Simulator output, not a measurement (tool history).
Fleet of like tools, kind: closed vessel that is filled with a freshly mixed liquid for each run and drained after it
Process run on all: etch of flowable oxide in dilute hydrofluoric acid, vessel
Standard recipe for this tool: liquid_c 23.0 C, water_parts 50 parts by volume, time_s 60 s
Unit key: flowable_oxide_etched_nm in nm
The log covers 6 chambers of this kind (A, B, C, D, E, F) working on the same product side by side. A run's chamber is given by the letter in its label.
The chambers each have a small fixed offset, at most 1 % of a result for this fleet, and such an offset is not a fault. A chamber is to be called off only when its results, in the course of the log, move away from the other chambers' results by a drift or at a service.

run	hour	liquid_c	water_parts	time_s	read-back film thickness of the flowable oxide reference wafer, read on the same gauge (nm)	flowable_oxide_etched_nm
1D	13.0	23.0	50	60	29.996	44.100
2B	22.6	23.0	50	60	29.996	43.286
3E	29.9	23.0	50	60	30.022	44.015
4F	38.8	23.0	50	60	30.020	44.288
5A	52.5	23.0	30	80	29.987	97.536
6C	65.6	23.0	30	80	29.994	97.871
7D	71.6	23.0	30	80	29.979	101.000
8B	83.5	23.0	30	80	30.022	101.630
9E	91.8	23.0	30	80	29.980	98.998
10F	103.5	23.0	30	80	30.004	99.276
11C	109.9	23.0	50	60	29.995	43.904
12A	119.5	23.0	50	60	29.964	43.128
# hour 125.9: chamber B: hydrofluoric acid flow meter replaced
13D	126.1	23.0	50	60	30.001	43.704
# hour 132.8: chamber C: thermometer replaced
14A	137.8	23.0	50	60	30.031	43.414
15B	143.9	23.0	50	60	29.980	42.767
16C	153.6	23.0	50	60	30.004	43.863
17F	164.1	23.0	50	60	30.001	43.353
18E	171.5	23.0	50	60	29.992	43.016
19A	177.7	23.0	50	60	29.980	43.243
20D	189.9	18.5	50	40	30.000	24.263
# hour 197.9: chamber A: thermometer replaced
21E	198.4	18.5	50	40	30.012	24.246
22F	204.6	18.5	50	40	29.957	23.839
# hour 215.3: chamber B: thermometer replaced
23B	217.4	18.5	50	40	30.030	23.834
24C	225.0	18.5	50	40	30.030	23.929
25A	236.5	18.5	50	40	30.007	23.614
# hour 243.3: chamber F: thermometer replaced
26E	249.1	23.0	50	60	30.026	43.218
27D	259.2	23.0	50	60	29.985	43.910
28F	270.1	23.0	50	60	30.008	44.001
29C	277.9	23.0	50	60	30.002	43.170
30B	290.6	23.0	50	60	30.002	43.531
31B	298.9	23.0	50	60	30.013	43.936
32C	308.9	23.0	50	60	29.999	44.024
33D	318.5	23.0	50	60	29.962	42.824
34E	328.0	23.0	50	60	29.996	43.261
35F	338.5	23.0	50	60	30.024	44.248
36A	351.4	23.0	50	60	30.015	43.577
37E	357.9	23.0	50	60	29.999	43.822
38D	367.1	23.0	50	60	29.994	43.807
# hour 375.4: chamber A: hydrofluoric acid flow meter replaced
39B	379.1	23.0	50	60	29.995	43.512
40A	392.6	23.0	50	60	29.978	43.787
41C	405.9	26.0	70	60	30.012	34.278

Does one chamber stand apart from the rest, does the shared gauge drift, or is all well apart from small per-chamber offsets? Give the chamber and the most likely cause, where there is one.

Nothing is wrong: each chamber keeps only its own small, steady offset and the gauge holds still.
